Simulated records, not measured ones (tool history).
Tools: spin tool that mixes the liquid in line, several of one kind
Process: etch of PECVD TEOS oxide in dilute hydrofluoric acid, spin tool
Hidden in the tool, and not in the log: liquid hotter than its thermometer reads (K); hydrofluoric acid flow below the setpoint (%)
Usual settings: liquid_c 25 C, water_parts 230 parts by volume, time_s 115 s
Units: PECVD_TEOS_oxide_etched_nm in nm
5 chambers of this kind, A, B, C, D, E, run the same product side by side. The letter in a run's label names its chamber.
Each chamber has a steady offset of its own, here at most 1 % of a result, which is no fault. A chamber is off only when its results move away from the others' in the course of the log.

run   hour  liquid_c  water_parts  time_s  hours since the thermometer was replaced  hours since the hydrofluoric acid flow meter was replaced  read-back film thickness of the PECVD TEOS oxide reference wafer, read on the same gauge (nm)  PECVD_TEOS_oxide_etched_nm
 1B    3.3        25          230     115                                    1848.1                                                      342.2                                                                                         79.996                      4.7793
 2E    7.2        25          230     115                                     544.3                                                      470.2                                                                                         79.988                      4.7539
      10.2  -- chamber D: thermometer replaced
 3C   12.7        25          230     115                                      1630                                                        273                                                                                         79.989                      4.7137
 4A   18.9        25          230     115                                       860                                                        427                                                                                         79.995                      4.7439
 5D   22.2        25          230     115                                      12.1                                                       68.8                                                                                          80.02                      4.7658
 6D   25.7        25          230      50                                      15.6                                                       72.3                                                                                         79.985                      2.0561
 7B   30.6        25          230      50                                    1875.4                                                      369.5                                                                                         80.011                      2.0904
 8C   34.6        25          230      50                                    1651.9                                                      294.9                                                                                             80                      2.0446
 9E   38.9        25          230      50                                       576                                                      501.9                                                                                         79.978                      2.0561
10A   45.1        25          230      50                                     886.2                                                      453.2                                                                                         79.984                      2.0491
11B   49.9        25          135     150                                    1894.7                                                      388.8                                                                                         79.993                      11.706
12D     53        25          135     150                                      42.9                                                       99.6                                                                                         79.997                       11.76
13E   56.7        25          135     150                                     593.8                                                      519.7                                                                                         80.016                      11.573
14C   60.9        25          135     150                                    1678.2                                                      321.2                                                                                         80.007                      11.671
15A   65.1        25          135     150                                     906.2                                                      473.2                                                                                         79.989                      11.593
16C   69.7        25          230     115                                      1687                                                        330                                                                                          80.02                      4.6861
17D   72.5        25          230     115                                      62.4                                                      119.1                                                                                         79.986                      4.7158
18A   76.6        25          230     115                                     917.7                                                      484.7                                                                                          79.99                      4.6516
19B   81.5        25          230     115                                    1926.3                                                      420.4                                                                                          79.96                        4.74
20E   84.5        25          230     115                                     621.6                                                      547.5                                                                                         79.968                      4.7715
21D   87.6        25          230     115                                      77.5                                                      134.2                                                                                         79.993                       4.691
22A     93        25          230     115                                     934.1                                                      501.1                                                                                             80                      4.5869
23B   98.6      27.5          310     115                                    1943.4                                                      437.5                                                                                         80.011                      3.5436
24C  102.1      27.5          310     115                                    1719.4                                                      362.4                                                                                         79.957                      3.4711
25E  105.5      27.5          310     115                                     642.6                                                      568.5                                                                                         80.004                      3.5074
26D  109.2      27.5          310     115                                      99.1                                                      155.8                                                                                         80.026                      3.5077
27E  113.9      27.5          310     115                                       651                                                      576.9                                                                                         79.984                      3.5257
28B  118.5        25          230     115                                    1963.3                                                      457.4                                                                                         79.988                      4.7455
29A  123.9        25          230     115                                       965                                                        532                                                                                         80.021                      4.5066
30C  129.6        28          270     115                                    1746.9                                                      389.9                                                                                         80.018                      4.2354
31A  133.3        28          270     115                                     974.4                                                      541.4                                                                                         79.991                      4.0113
32B  137.3        28          270     115                                    1982.1                                                      476.2                                                                                         80.035                      4.3338

Next, every chamber runs the same settings. What will each give?
33A  141.8        25          230     115                                                                                                                                                                                                                               ?
33B  141.8        25          230     115                                                                                                                                                                                                                               ?
33C  141.8        25          230     115                                                                                                                                                                                                                               ?
33D  141.8        25          230     115                                                                                                                                                                                                                               ?
33E  141.8        25          230     115                                                                                                                                                                                                                               ?

run  PECVD_TEOS_oxide_etched_nm
33A                      4.4373
33B                      4.7691
33C                       4.735
33D                      4.7137
33E                      4.7175
